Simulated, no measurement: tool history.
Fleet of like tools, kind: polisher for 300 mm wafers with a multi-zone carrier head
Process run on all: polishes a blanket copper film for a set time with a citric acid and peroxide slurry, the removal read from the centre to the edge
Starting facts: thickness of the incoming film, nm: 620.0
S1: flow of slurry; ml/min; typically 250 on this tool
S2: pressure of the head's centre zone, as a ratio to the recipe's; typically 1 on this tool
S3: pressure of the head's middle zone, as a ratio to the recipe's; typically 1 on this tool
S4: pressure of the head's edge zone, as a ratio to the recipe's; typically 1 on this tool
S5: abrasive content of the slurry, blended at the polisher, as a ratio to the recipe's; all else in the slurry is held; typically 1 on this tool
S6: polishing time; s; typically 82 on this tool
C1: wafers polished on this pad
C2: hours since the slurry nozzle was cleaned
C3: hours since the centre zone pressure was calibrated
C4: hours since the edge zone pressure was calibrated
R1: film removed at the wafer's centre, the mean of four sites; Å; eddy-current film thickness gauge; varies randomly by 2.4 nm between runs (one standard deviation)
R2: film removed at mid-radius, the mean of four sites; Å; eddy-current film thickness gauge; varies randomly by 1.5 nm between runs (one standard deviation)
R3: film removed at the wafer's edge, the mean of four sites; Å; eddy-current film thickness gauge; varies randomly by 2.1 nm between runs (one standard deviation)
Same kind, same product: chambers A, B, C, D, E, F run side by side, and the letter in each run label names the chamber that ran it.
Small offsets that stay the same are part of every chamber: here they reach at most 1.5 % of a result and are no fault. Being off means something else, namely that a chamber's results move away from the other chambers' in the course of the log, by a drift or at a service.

| run | day | S1 | S2 | S3 | S4 | S5 | S6 | C1 | C2 | C3 | C4 | R1 | R2 | R3 |
|---|---|---|---|---|---|---|---|---|---|---|---|---|---|---|
| 1C | 0.312 | 250 | 1 | 1 | 1 | 1 | 82 | 197 | 300.1 | 23.7 | 252 | 2041 | 2000.1 | 2036.7 |
| 2A | 0.683 | 250 | 1 | 1 | 1 | 1 | 82 | 231 | 407.3 | 685.9 | 151.1 | 2024.8 | 2013.3 | 2016.2 |
|  | 0.971 | chamber D: centre zone pressure recalibrated |
| 3B | 1.062 | 250 | 1 | 1 | 1 | 1 | 82 | 252 | 647.6 | 967.6 | 1247.5 | 2014.7 | 2025.3 | 2007.5 |
| 4E | 1.608 | 250 | 1 | 1 | 1 | 1 | 82 | 528 | 265.7 | 486.2 | 729.3 | 1981.1 | 2012.1 | 1991.4 |
|  | 1.783 | chamber C: edge zone pressure recalibrated |
|  | 2.021 | chamber A: centre zone pressure recalibrated |
| 5F | 2.092 | 250 | 1 | 1 | 1.12 | 1.25 | 82 | 439 | 368.2 | 138.7 | 313.2 | 2167.9 | 2093.7 | 2264.7 |
|  | 2.521 | chamber A: worn pad replaced by a new one |
| 6D | 2.579 | 250 | 1 | 1 | 1.12 | 1.25 | 82 | 1208 | 461.8 | 38.7 | 171.7 | 2077.2 | 2087.5 | 2334.4 |
| 7D | 2.871 | 250 | 1 | 1 | 1.12 | 1.25 | 82 | 1257 | 468.8 | 45.7 | 178.7 | 2129.9 | 2150.2 | 2265.9 |
|  | 3.05 | chamber B: slurry nozzle cleaned |
|  | 3.062 | chamber F: worn pad replaced by a new one |
| 8C | 3.162 | 250 | 1 | 1 | 1.12 | 1.25 | 82 | 676 | 368.5 | 92.1 | 33.1 | 2116.1 | 2092 | 2257.8 |
| 9B | 3.612 | 250 | 1 | 1 | 1.12 | 1.25 | 82 | 681 | 13.5 | 1028.8 | 1308.7 | 2127.3 | 2128.3 | 2241.2 |
|  | 3.617 | chamber D: worn pad replaced by a new one |
| 10A | 4.121 | 250 | 1 | 1 | 1.12 | 1.25 | 82 | 269 | 489.8 | 50.5 | 233.6 | 2091.7 | 2128.2 | 2267.1 |
|  | 4.142 | chamber C: worn pad replaced by a new one |
|  | 4.3 | chamber A: slurry nozzle cleaned |
|  | 4.312 | chamber E: centre zone pressure recalibrated |
| 11E | 4.429 | 250 | 1 | 1 | 1 | 1 | 82 | 1002 | 333.4 | 2.8 | 797 | 2006.5 | 1959.8 | 1983.9 |
| 12F | 4.821 | 250 | 1 | 1 | 1 | 1 | 82 | 296 | 433.7 | 204.2 | 378.7 | 2043 | 1998.8 | 2011.9 |
| 13A | 5.075 | 250 | 0.89 | 1 | 1 | 1 | 82 | 429 | 18.6 | 73.4 | 256.5 | 1783.8 | 2016.6 | 1994.8 |
| 14C | 5.621 | 250 | 0.89 | 1 | 1 | 1 | 82 | 248 | 427.5 | 151.1 | 92.1 | 1758.7 | 1994.2 | 2056.5 |
| 15E | 5.962 | 250 | 0.89 | 1 | 1 | 1 | 82 | 1260 | 370.2 | 39.6 | 833.8 | 1722 | 1950.7 | 1955 |
|  | 6.004 | chamber A: worn pad replaced by a new one |
| 16B | 6.25 | 250 | 0.89 | 1 | 1 | 1 | 82 | 1124 | 76.8 | 1092.1 | 1372 | 1795 | 2040.7 | 2000.4 |
|  | 6.467 | chamber F: edge zone pressure recalibrated |
|  | 6.479 | chamber F: worn pad replaced by a new one |
|  | 6.579 | chamber B: edge zone pressure recalibrated |
| 17D | 6.6 | 250 | 0.89 | 1 | 1 | 1 | 82 | 501 | 558.3 | 135.2 | 268.2 | 1747 | 2024.4 | 2029.7 |
|  | 6.854 | chamber B: worn pad replaced by a new one |
| 18F | 7 | 250 | 0.89 | 1 | 1 | 1 | 82 | 87 | 486 | 256.5 | 12.8 | 1801.7 | 2018.3 | 2035.2 |
|  | 7.008 | chamber E: slurry nozzle cleaned |
| 19F | 7.367 | 250 | 1 | 1 | 1 | 1 | 82 | 149 | 494.8 | 265.3 | 21.6 | 2047.8 | 2004.5 | 2021.5 |
|  | 7.371 | chamber B: centre zone pressure recalibrated |
|  | 7.55 | chamber C: slurry nozzle cleaned |
| 20B | 7.792 | 250 | 1 | 1 | 1 | 1 | 82 | 158 | 113.8 | 10.2 | 29.1 | 2039 | 1988.6 | 2021 |
|  | 8.183 | chamber F: slurry nozzle cleaned |
| 21D | 8.217 | 250 | 0.93 | 1 | 1 | 1 | 82 | 773 | 597.1 | 174 | 307 | 1831.5 | 1999.8 | 2072.4 |
| 22E | 8.775 | 250 | 0.93 | 1 | 1 | 1 | 82 | 1733 | 42.4 | 107.1 | 901.3 | 1743.3 | 1917.4 | 1917.5 |
|  | 9.192 | chamber C: worn pad replaced by a new one |
| 23A | 9.279 | 250 | 0.93 | 1 | 1 | 1 | 82 | 550 | 119.5 | 174.3 | 357.4 | 1818 | 2037.4 | 2007.5 |
| 24C | 9.675 | 250 | 0.93 | 1 | 1 | 1 | 82 | 81 | 51 | 248.4 | 189.4 | 1854.6 | 2025.7 | 2037.6 |
|  | 9.933 | chamber A: worn pad replaced by a new one |
|  | 9.979 | chamber F: worn pad replaced by a new one |
| 25E | 10.179 | 250 | 0.93 | 1 | 1 | 1 | 82 | 1969 | 76.1 | 140.8 | 935 | 1758.3 | 1882.7 | 1860.7 |
| 26B | 10.679 | 250 | 0.93 | 1 | 1 | 1 | 82 | 643 | 183.1 | 79.5 | 98.4 | 1856.3 | 1982.6 | 1955.2 |
| 27D | 11.029 | 250 | 1 | 1 | 1 | 1 | 82 | 1246 | 664.6 | 241.5 | 374.5 | 2027.1 | 2022.4 | 2050.9 |
| 28A | 11.321 | 250 | 1 | 1 | 1 | 1 | 82 | 233 | 168.5 | 223.3 | 406.4 | 2018 | 2036.4 | 2021.5 |
| 29F | 11.7 | 250 | 1 | 1 | 1 | 1 | 82 | 289 | 84.4 | 369.3 | 125.6 | 2024.1 | 2014.7 | 2010.8 |
|  | 11.712 | chamber D: worn pad replaced by a new one |
| 30C | 12.129 | 250 | 1 | 1 | 1 | 1 | 82 | 493 | 109.9 | 307.3 | 248.3 | 2020 | 2031 | 2050.1 |
|  | 12.421 | chamber E: edge zone pressure recalibrated |
| 31C | 12.621 | 250 | 1 | 1 | 1 | 1 | 82 | 576 | 121.7 | 319.1 | 260.1 | 2052.1 | 1987.8 | 2032.9 |
|  | 13.15 | chamber F: worn pad replaced by a new one |
| 32B | 13.154 | 250 | 1 | 1 | 1 | 1 | 82 | 1059 | 242.5 | 138.9 | 157.8 | 2048.5 | 2002.2 | 1987.4 |
|  | 13.233 | chamber F: centre zone pressure recalibrated |
| 33E | 13.512 | 250 | 1 | 1 | 1 | 1 | 82 | 2529 | 156.1 | 220.8 | 26.3 | 1785.1 | 1857.8 | 1822.4 |
|  | 13.558 | chamber D: slurry nozzle cleaned |
| 34D | 13.917 | 250 | 1 | 1 | 1 | 1 | 82 | 370 | 8.7 | 310.8 | 443.8 | 2022.3 | 2053.1 | 2034.9 |
|  | 14.133 | chamber A: worn pad replaced by a new one |
| 35F | 14.242 | 325 | 1 | 1 | 1 | 0.75 | 82 | 183 | 145.4 | 24.3 | 186.6 | 2020.4 | 1919.7 | 1957.6 |
| 36A | 14.567 | 325 | 1 | 1 | 1 | 0.75 | 82 | 73 | 246.4 | 301.2 | 484.3 | 1985.6 | 1972.1 | 1923.6 |

For the next run the whole fleet of 6 chambers uses the same settings. Give each chamber's results:
| 37A | 14.975 | 250 | 1 | 1 | 1 | 0.8 | 82 |  |  |  |  | ? | ? | ? |
| 37B | 14.975 | 250 | 1 | 1 | 1 | 0.8 | 82 |  |  |  |  | ? | ? | ? |
| 37C | 14.975 | 250 | 1 | 1 | 1 | 0.8 | 82 |  |  |  |  | ? | ? | ? |
| 37D | 14.975 | 250 | 1 | 1 | 1 | 0.8 | 82 |  |  |  |  | ? | ? | ? |
| 37E | 14.975 | 250 | 1 | 1 | 1 | 0.8 | 82 |  |  |  |  | ? | ? | ? |
| 37F | 14.975 | 250 | 1 | 1 | 1 | 0.8 | 82 |  |  |  |  | ? | ? | ? |

| run | R1 | R2 | R3 |
|---|---|---|---|
| 37A | 1911.4 | 1941.5 | 1944.1 |
| 37B | 1938.9 | 1920.8 | 1926.6 |
| 37C | 1934.6 | 1922.7 | 1924.2 |
| 37D | 1927.6 | 1922.1 | 1931.2 |
| 37E | 1677.3 | 1705.4 | 1708.1 |
| 37F | 1950.6 | 1927.5 | 1923.1 |

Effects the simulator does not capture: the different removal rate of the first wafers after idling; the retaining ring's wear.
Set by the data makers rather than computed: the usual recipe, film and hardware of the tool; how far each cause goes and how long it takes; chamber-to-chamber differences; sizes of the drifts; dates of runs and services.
